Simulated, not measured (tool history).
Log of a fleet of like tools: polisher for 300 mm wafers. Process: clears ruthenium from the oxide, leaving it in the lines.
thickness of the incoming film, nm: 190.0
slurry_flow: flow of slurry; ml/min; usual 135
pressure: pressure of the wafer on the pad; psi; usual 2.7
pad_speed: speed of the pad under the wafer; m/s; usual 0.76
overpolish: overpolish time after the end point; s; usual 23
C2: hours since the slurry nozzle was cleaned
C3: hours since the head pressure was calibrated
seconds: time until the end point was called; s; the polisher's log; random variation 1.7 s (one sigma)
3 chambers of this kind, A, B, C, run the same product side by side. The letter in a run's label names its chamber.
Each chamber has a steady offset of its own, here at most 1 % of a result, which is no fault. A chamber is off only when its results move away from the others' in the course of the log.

Run 1B, hour 3.7: usual settings; wafers polished on this pad 334; C2 143.2; C3 128.6. Result: seconds 182.42 s.
Run 2C, hour 6.4: usual settings; wafers polished on this pad 998; C2 16.1; C3 336.3. Result: seconds 182.31 s.
Run 3A, hour 9.3: usual settings; wafers polished on this pad 1052; C2 101.8; C3 76.5. Result: seconds 179.68 s.
Run 4C, hour 13.9: usual settings; wafers polished on this pad 1038; C2 23.6; C3 343.8. Result: seconds 181.64 s.
At hour 16.4: chamber A: worn pad replaced by a new one.
Run 5B, hour 17.8: usual settings; wafers polished on this pad 410; C2 157.3; C3 142.7. Result: seconds 183.18 s.
Run 6A, hour 22.2: usual settings; wafers polished on this pad 31; C2 114.7; C3 89.4. Result: seconds 181.40 s.
Run 7A, hour 26.2: usual settings; wafers polished on this pad 53; C2 118.7; C3 93.4. Result: seconds 181.53 s.
At hour 28.9: chamber C: worn pad replaced by a new one.
Run 8B, hour 31.4: usual settings; wafers polished on this pad 484; C2 170.9; C3 156.3. Result: seconds 179.94 s.
Run 9C, hour 33.7: usual settings; wafers polished on this pad 26; C2 43.4; C3 363.6. Result: seconds 184.01 s.
Run 10B, hour 36.9: usual settings; wafers polished on this pad 513; C2 176.4; C3 161.8. Result: seconds 183.21 s.
Run 11A, hour 40.5: usual settings; wafers polished on this pad 130; C2 133.0; C3 107.7. Result: seconds 187.72 s.
Run 12C, hour 42.9: usual settings; wafers polished on this pad 75; C2 52.6; C3 372.8. Result: seconds 183.19 s.
Run 13B, hour 47.4: usual settings; wafers polished on this pad 570; C2 186.9; C3 172.3. Result: seconds 179.46 s.
Run 14A, hour 50.3: usual settings; wafers polished on this pad 182; C2 142.8; C3 117.5. Result: seconds 185.98 s.
Run 15C, hour 54.5: usual settings; wafers polished on this pad 138; C2 64.2; C3 384.4. Result: seconds 184.65 s.
Run 16B, hour 59.3: usual settings; wafers polished on this pad 634; C2 198.8; C3 184.2. Result: seconds 182.12 s.
Run 17A, hour 63.3: usual settings; wafers polished on this pad 252; C2 155.8; C3 130.5. Result: seconds 193.40 s.
Run 18C, hour 68.5: usual settings; wafers polished on this pad 213; C2 78.2; C3 398.4. Result: seconds 182.99 s.
Run 19B, hour 72.7: usual settings; wafers polished on this pad 706; C2 212.2; C3 197.6. Result: seconds 179.30 s.
Run 20C, hour 76.2: usual settings; wafers polished on this pad 254; C2 85.9; C3 406.1. Result: seconds 182.66 s.
Run 21A, hour 79.0: usual settings but pressure 2.2 psi, overpolish 13 s; wafers polished on this pad 337; C2 171.5; C3 146.2. Result: seconds 241.17 s.
Run 22C, hour 81.8: usual settings but pressure 2.2 psi, overpolish 13 s; wafers polished on this pad 285; C2 91.5; C3 411.7. Result: seconds 221.68 s.
Run 23A, hour 84.6: usual settings but pressure 2.2 psi, overpolish 13 s; wafers polished on this pad 367; C2 177.1; C3 151.8. Result: seconds 244.34 s.
Run 24B, hour 88.2: usual settings; wafers polished on this pad 789; C2 227.7; C3 213.1. Result: seconds 178.79 s.
Run 25C, hour 91.3: usual settings; wafers polished on this pad 336; C2 101.0; C3 421.2. Result: seconds 183.80 s.
Run 26B, hour 95.0: usual settings; wafers polished on this pad 826; C2 234.5; C3 219.9. Result: seconds 180.13 s.
Run 27A, hour 99.4: usual settings; wafers polished on this pad 447; C2 191.9; C3 166.6. Result: seconds 202.93 s.
Run 28C, hour 104.3: usual settings; wafers polished on this pad 406; C2 114.0; C3 434.2. Result: seconds 178.70 s.
Run 29A, hour 107.2: usual settings but overpolish 34 s; wafers polished on this pad 489; C2 199.7; C3 174.4. Result: seconds 201.35 s.

What goes on in this fleet: one chamber off, a drifting gauge, or nothing beyond the chambers' own small offsets? Name the chamber and the cause, if any.

Chamber A drifts away from the others.
Cause: head's pressure below its setpoint, % = 12.
The log may not tell that from: removal rate lost through wear of the pad, %; slurry flow missing at the pad, %.

Here are 4 candidates for chamber A's next run, each the usual settings with a change, their results left as question marks. Which one brings its results back in line with what the others give on the usual settings?
In line means no further than this from the other chambers' mean on the usual settings: seconds 5.90 s
Run 30A-1, hour 111.0: usual settings but pressure 2.5 psi, pad_speed 0.72 m/s. Result: seconds ?.
Run 30A-2, hour 111.0: usual settings but pad_speed 0.78 m/s. Result: seconds ?.
Run 30A-3, hour 111.0: usual settings but pad_speed 0.74 m/s. Result: seconds ?.
Run 30A-4, hour 111.0: usual settings but pad_speed 0.86 m/s. Result: seconds ?.

The other chambers' mean on the usual settings: seconds 182.24 s
  run  seconds
30A-1   235.54
30A-2   201.34
30A-3   212.22
30A-4   182.62
30A-4 brings the chamber back in line.

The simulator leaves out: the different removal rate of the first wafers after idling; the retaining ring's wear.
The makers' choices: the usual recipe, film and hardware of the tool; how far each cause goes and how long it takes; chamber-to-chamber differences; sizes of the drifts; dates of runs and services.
